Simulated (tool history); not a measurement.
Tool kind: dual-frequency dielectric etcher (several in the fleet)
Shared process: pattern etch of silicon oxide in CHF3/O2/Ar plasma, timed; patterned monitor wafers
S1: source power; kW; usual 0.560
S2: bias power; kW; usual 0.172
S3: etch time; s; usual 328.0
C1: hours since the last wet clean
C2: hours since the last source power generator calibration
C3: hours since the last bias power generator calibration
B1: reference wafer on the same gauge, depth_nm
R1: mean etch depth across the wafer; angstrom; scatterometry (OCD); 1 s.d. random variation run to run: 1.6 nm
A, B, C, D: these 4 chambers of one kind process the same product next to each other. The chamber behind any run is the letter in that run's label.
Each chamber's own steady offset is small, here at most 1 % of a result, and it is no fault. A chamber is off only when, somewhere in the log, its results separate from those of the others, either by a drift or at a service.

run	hour	S1	S2	S3	C1	C2	C3	B1	R1
1B	6.9	0.560	0.172	328.0	224.3	1200.6	1243.6	679.83	6258.1
2D	18.8	0.560	0.172	328.0	323.0	1154.0	3318.7	679.81	6190.8
3A	28.3	0.560	0.172	328.0	168.5	910.1	1680.6	679.51	6264.3
4C	40.3	0.560	0.172	328.0	176.9	2149.3	1632.1	679.76	6202.0
5A	47.2	0.560	0.172	328.0	187.4	929.0	1699.5	679.81	6245.7
6C	59.4	0.560	0.172	328.0	196.0	2168.4	1651.2	680.11	6215.9
7B	74.3	0.560	0.172	328.0	291.7	1268.0	1311.0	680.10	6251.4
8D	89.1	0.560	0.172	328.0	393.3	1224.3	3389.0	680.22	6169.9
9D	97.2	0.560	0.172	328.0	401.4	1232.4	3397.1	679.87	6197.9
10A	111.7	0.560	0.172	328.0	251.9	993.5	1764.0	680.07	6253.0
11B	125.8	0.560	0.172	328.0	343.2	1319.5	1362.5	679.96	6290.0
12C	138.7	0.560	0.172	328.0	275.3	2247.7	1730.5	680.04	6198.5
13A	153.1	0.560	0.172	328.0	293.3	1034.9	1805.4	680.33	6268.4
14C	162.7	0.560	0.172	328.0	299.3	2271.7	1754.5	679.79	6227.0
15B	171.4	0.560	0.172	328.0	388.8	1365.1	1408.1	679.87	6275.2
16D	185.2	0.560	0.172	328.0	489.4	1320.4	3485.1	680.22	6211.9
17D	192.9	0.560	0.172	328.0	497.1	1328.1	3492.8	680.40	6155.9
18B	206.2	0.560	0.172	328.0	423.6	1399.9	1442.9	679.94	6252.9
19C	220.0	0.560	0.172	328.0	356.6	2329.0	1811.8	680.41	6231.8
20A	232.9	0.560	0.172	328.0	373.1	1114.7	1885.2	680.46	6246.0
21A	247.5	0.560	0.172	328.0	387.7	1129.3	1899.8	679.61	6239.6
22B	260.8	0.560	0.172	328.0	478.2	1454.5	1497.5	680.03	6275.1
23D	272.5	0.560	0.172	328.0	576.7	1407.7	3572.4	679.87	6173.0
# hour 273.5: chamber D: wet clean of the chamber
24C	285.4	0.560	0.172	328.0	422.0	2394.4	1877.2	680.48	6223.9
25C	293.5	0.560	0.172	237.5	430.1	2402.5	1885.3	679.95	4508.4
26A	308.7	0.560	0.172	237.5	448.9	1190.5	1961.0	680.54	4531.0
# hour 317.4: chamber B: wet clean of the chamber
27D	319.5	0.560	0.172	237.5	46.0	1454.7	3619.4	680.11	4438.1
28B	334.3	0.560	0.172	237.5	17.0	1528.0	1571.0	680.06	4515.0
29A	344.9	0.560	0.159	328.0	485.1	1226.7	1997.2	679.99	6094.6
30B	353.3	0.560	0.159	328.0	36.0	1547.0	1590.0	679.57	6098.2
31C	360.8	0.560	0.159	328.0	497.4	2469.8	1952.6	679.69	6048.2
# hour 368.1: chamber C: wet clean of the chamber
32D	375.0	0.560	0.159	328.0	101.5	1510.2	3674.9	680.06	5969.1
33C	386.9	0.560	0.172	328.0	18.8	2495.9	1978.7	680.01	6238.4
34B	395.1	0.560	0.172	328.0	77.8	1588.8	1631.8	679.99	6251.4
35D	405.3	0.560	0.172	328.0	131.8	1540.5	3705.2	679.87	6090.1
36A	419.3	0.560	0.172	328.0	559.5	1301.1	2071.6	679.81	6242.6
37C	431.3	0.560	0.172	328.0	63.2	2540.3	2023.1	680.34	6231.7
38A	446.4	0.560	0.172	328.0	586.6	1328.2	2098.7	679.81	6248.1
39D	453.1	0.560	0.172	328.0	179.6	1588.3	3753.0	679.43	6118.0
40B	463.6	0.560	0.172	328.0	146.3	1657.3	1700.3	680.03	6265.9
41B	476.7	0.560	0.172	328.0	159.4	1670.4	1713.4	680.60	6246.4
42C	485.2	0.560	0.213	328.0	117.1	2594.2	2077.0	679.56	6693.2
43D	497.7	0.560	0.213	328.0	224.2	1632.9	3797.6	679.42	6583.7
44A	505.5	0.560	0.213	328.0	645.7	1387.3	2157.8	680.42	6718.5

Is one chamber off against the others, does the gauge drift, or is nothing wrong? If a chamber is off, say which, and what the likeliest cause is.

Chamber D has stood off from the others ever since a service on it.
Likeliest cause: etch rate under this chamber's usual, % = 1.37.

Which of the 4 candidates below, each the usual settings with something changed and its results left as question marks, puts chamber D back in line with what the other chambers give on the usual settings?
In line here means within this much of the mean the other chambers give on the usual settings: R1 56.0 angstrom
45D-1	516.6	0.560	0.171	321.5					?
45D-2	516.6	0.570	0.174	341.5					?
45D-3	516.6	0.590	0.172	328.0					?
45D-4	516.6	0.560	0.172	312.0					?

The other chambers' mean on the usual settings: R1 6247.4 angstrom
run	R1
45D-1	5972.0
45D-2	6423.9
45D-3	6227.6
45D-4	5806.9
45D-3 brings the chamber back in line.
